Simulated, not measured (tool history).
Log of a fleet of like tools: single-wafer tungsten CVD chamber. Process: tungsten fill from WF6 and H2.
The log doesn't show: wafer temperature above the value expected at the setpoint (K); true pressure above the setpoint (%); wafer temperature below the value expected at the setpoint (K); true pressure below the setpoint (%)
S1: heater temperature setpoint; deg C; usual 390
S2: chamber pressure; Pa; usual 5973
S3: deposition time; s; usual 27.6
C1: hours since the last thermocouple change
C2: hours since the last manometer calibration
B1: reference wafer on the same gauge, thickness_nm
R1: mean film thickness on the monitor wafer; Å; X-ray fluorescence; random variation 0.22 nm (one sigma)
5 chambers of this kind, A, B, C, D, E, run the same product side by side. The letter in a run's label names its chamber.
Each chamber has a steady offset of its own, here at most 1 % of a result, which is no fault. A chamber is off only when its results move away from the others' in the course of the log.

run   hour   S1    S2    S3      C1      C2      B1      R1
 1A   11.6  390  5973  27.6  1607.4   434.8  67.755  802.22
 2C   21.6  390  5973  27.6    1592  1361.7   67.78  799.92
 3B   29.5  390  5973  27.6   964.2  1235.7  67.734  801.06
 4D   40.4  390  5973  27.6   232.4  1617.8  67.779  796.29
 5E   49.7  397  5973  27.6   895.1  1026.3  67.802  915.26
 6D   58.4  397  5973  27.6   250.4  1635.8  67.813   906.3
 7C   66.1  397  5973  27.6  1636.5  1406.2  67.824  915.57
 8A   78.2  397  5973  27.6    1674   501.4  67.758  917.96
 9E     89  397  5973  27.6   934.4  1065.6  67.824  914.67
10B   98.6  390  5973  27.6  1033.3  1304.8  67.788  800.07
11E    110  390  6546  31.4   955.4  1086.6   67.88  951.16
12C  119.8  390  6546  31.4  1690.2  1459.9  67.778  954.17
13B    126  390  6546  31.4  1060.7  1332.2  67.796  949.83
14A  136.6  390  6546  31.4  1732.4   559.8  67.817  955.01
15D    142  390  6546  31.4     334  1719.4  67.796  940.26
16A  153.1  390  5973  27.6  1748.9   576.3   67.82  802.88
17E  165.2  390  5973  27.6  1010.6  1141.8  67.736  803.63
18C    174  390  4586  27.6  1744.4  1514.1   67.78  708.14
19D  183.1  390  4586  27.6   375.1  1760.5  67.813  705.42
20B  194.9  390  4586  27.6  1129.6  1401.1  67.809  709.78
21A  202.2  390  4586  27.6    1798   625.4  67.799  710.53
22D  213.2  390  4586  27.6   405.2  1790.6  67.835  700.58
23E  219.8  390  5973  27.6  1065.2  1196.4  67.824  800.15
24C  229.6  400  5120  27.6    1800  1569.7  67.777  903.57
     231.2  -- chamber E: capacitance manometer re-zeroed and calibrated
25B  238.4  400  5120  27.6  1173.1  1444.6  67.797  902.15
26D  243.6  400  5120  27.6   435.6    1821  67.784  890.73
27C  254.2  400  5120  27.6  1824.6  1594.3  67.814  906.36
28E  261.3  400  5120  27.6  1106.7    30.2  67.824  921.32
29B  273.1  390  5973  27.6  1207.8  1479.3  67.773  798.24
30A  282.7  390  5973  27.6  1878.5   705.9  67.814     800
31A  291.1  390  5973  27.6  1886.9   714.3   67.83  798.76
32E  298.7  390  5973  27.6  1144.1    67.6  67.734  825.28
33D  309.4  390  5973  27.6   501.4  1886.8  67.749  795.21
34C  315.4  390  5973  27.6  1885.8  1655.5  67.799  798.23
35B  322.4  390  5973  27.6  1257.1  1528.6   67.79  801.09
36A  334.3  390  5973  27.6  1930.1   757.5  67.788  804.32
37D  345.3  390  5973  27.6   537.3  1922.7  67.809  798.66
38B  351.8  390  5973  27.6  1286.5    1558   67.78  805.12
39E  359.1  390  5973  27.6  1204.5     128  67.744   825.8
40C  365.6  390  5973  27.6    1936  1705.7  67.751     797
41C  377.3  390  4506  23.8  1947.7  1717.4  67.759  604.75
42A  388.7  390  4506  23.8  1984.5   811.9  67.826  604.43
43B  400.7  390  4506  23.8  1335.4  1606.9  67.797   603.9

What goes on in this fleet: one chamber off, a drifting gauge, or nothing beyond the chambers' own small offsets? Name the chamber and the cause, if any.

A service left chamber E off against the others.
Cause: true pressure above the setpoint (%) = 6.81.

Here are 4 candidates for chamber E's next run, each the usual settings with a change, their results left as question marks. Which one brings its results back in line with what the others give on the usual settings?
In line means no further than this from the other chambers' mean on the usual settings: R1 7.7 Å
44E-1  409.4  390  6639  27.6               ?
44E-2  409.4  391  6013  27.8               ?
44E-3  409.4  390  5800  26.5               ?
44E-4  409.4  389  5933  27.4               ?

The other chambers' mean on the usual settings: R1 799.84 Å
  run      R1
44E-1     866
44E-2  849.22
44E-3  780.91
44E-4  800.48
44E-4 brings the chamber back in line.
